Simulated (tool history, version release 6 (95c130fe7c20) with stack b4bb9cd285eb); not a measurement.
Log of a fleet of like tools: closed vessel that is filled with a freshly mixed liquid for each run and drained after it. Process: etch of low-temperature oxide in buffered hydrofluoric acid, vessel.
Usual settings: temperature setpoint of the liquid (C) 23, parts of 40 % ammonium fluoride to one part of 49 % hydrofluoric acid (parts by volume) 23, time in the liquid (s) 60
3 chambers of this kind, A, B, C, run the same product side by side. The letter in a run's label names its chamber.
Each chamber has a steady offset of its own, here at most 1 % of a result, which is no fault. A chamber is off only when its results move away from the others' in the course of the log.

run,hour,temperature setpoint of the liquid (C),parts of 40 % ammonium fluoride to one part of 49 % hydrofluoric acid (parts by volume),time in the liquid (s),hours since the thermometer was replaced,hours since the hydrofluoric acid flow meter was replaced,"read-back film thickness of the low-temperature oxide reference wafer, read on the same gauge (nm)",thickness taken off the low-temperature oxide on a monitor wafer (Å)
1B,12.2,23,23,60,859.8,351.3,79.993,1691.8
2C,22.5,23,23,60,1915.1,458.5,80.001,1755.1
3A,34.1,23,23,60,1416.2,577.8,79.983,1739.9
4A,45.3,23,23,60,1427.4,589,79.987,1749.2
5B,51.8,23,23,60,899.4,390.9,79.993,1699.5
6C,61.4,23,23,60,1954,497.4,80.009,1752.2
7A,73.1,23,23,60,1455.2,616.8,79.989,1735.3
8C,81.3,23,23,60,1973.9,517.3,79.997,1734.4
9B,89.6,23,23,60,937.2,428.7,80.023,1755.1
10C,96.2,23,23,60,1988.8,532.2,79.997,1748.4
11A,103.3,23,18.5,60,1485.4,647,79.982,2048.5
12B,114.5,23,18.5,60,962.1,453.6,79.981,2107.7
13C,123.6,23,18.5,60,2016.2,559.6,79.972,2084
14A,132,23,23,60,1514.1,675.7,80.023,1747.9
15B,140.7,23,23,60,988.3,479.8,79.985,1789.6
16A,147.4,23,23,60,1529.5,691.1,80.024,1747.9
17C,157.1,21.5,23,30,2049.7,593.1,80.007,799.74
18B,166.9,21.5,23,30,1014.5,506,80.008,829.04
19B,175.1,21.5,23,30,1022.7,514.2,80.016,835.03
20A,181.4,23,23,60,1563.5,725.1,79.965,1742.4
21C,190.6,23,23,60,2083.2,626.6,79.982,1714.7
22A,200.3,23,23,60,1582.4,744,79.987,1761.7
23C,210.2,23,23,60,2102.8,646.2,79.997,1719.5
24B,219.3,23,23,60,1066.9,558.4,80.025,1837
# hour 222.1: chamber C: thermometer replaced
25B,227.6,23,23,60,1075.2,566.7,79.999,1862.4
26A,235.6,23,23,60,1617.7,779.3,80.025,1771.7
27C,245.5,23,23,45,23.4,681.5,79.985,1316.1
28C,257.3,23,23,45,35.2,693.3,79.997,1311.4
29A,270.4,23,23,45,1652.5,814.1,80.004,1313.6
30B,277.9,23,23,60,1125.5,617,80.002,1907.8
31B,289.5,23,23,60,1137.1,628.6,79.985,1917.6
32A,298.5,23,23,60,1680.6,842.2,79.988,1733.6
33C,306.4,23,23,60,84.3,742.4,80.013,1705.1
34B,318.8,23,23,60,1166.4,657.9,80.019,1910.2

Next, every chamber runs the same settings. What will each give?
35A,328.3,23,23,60,,,,?
35B,328.3,23,23,60,,,,?
35C,328.3,23,23,60,,,,?

run,thickness taken off the low-temperature oxide on a monitor wafer (Å)
35A,1750.2
35B,1911
35C,1726.2
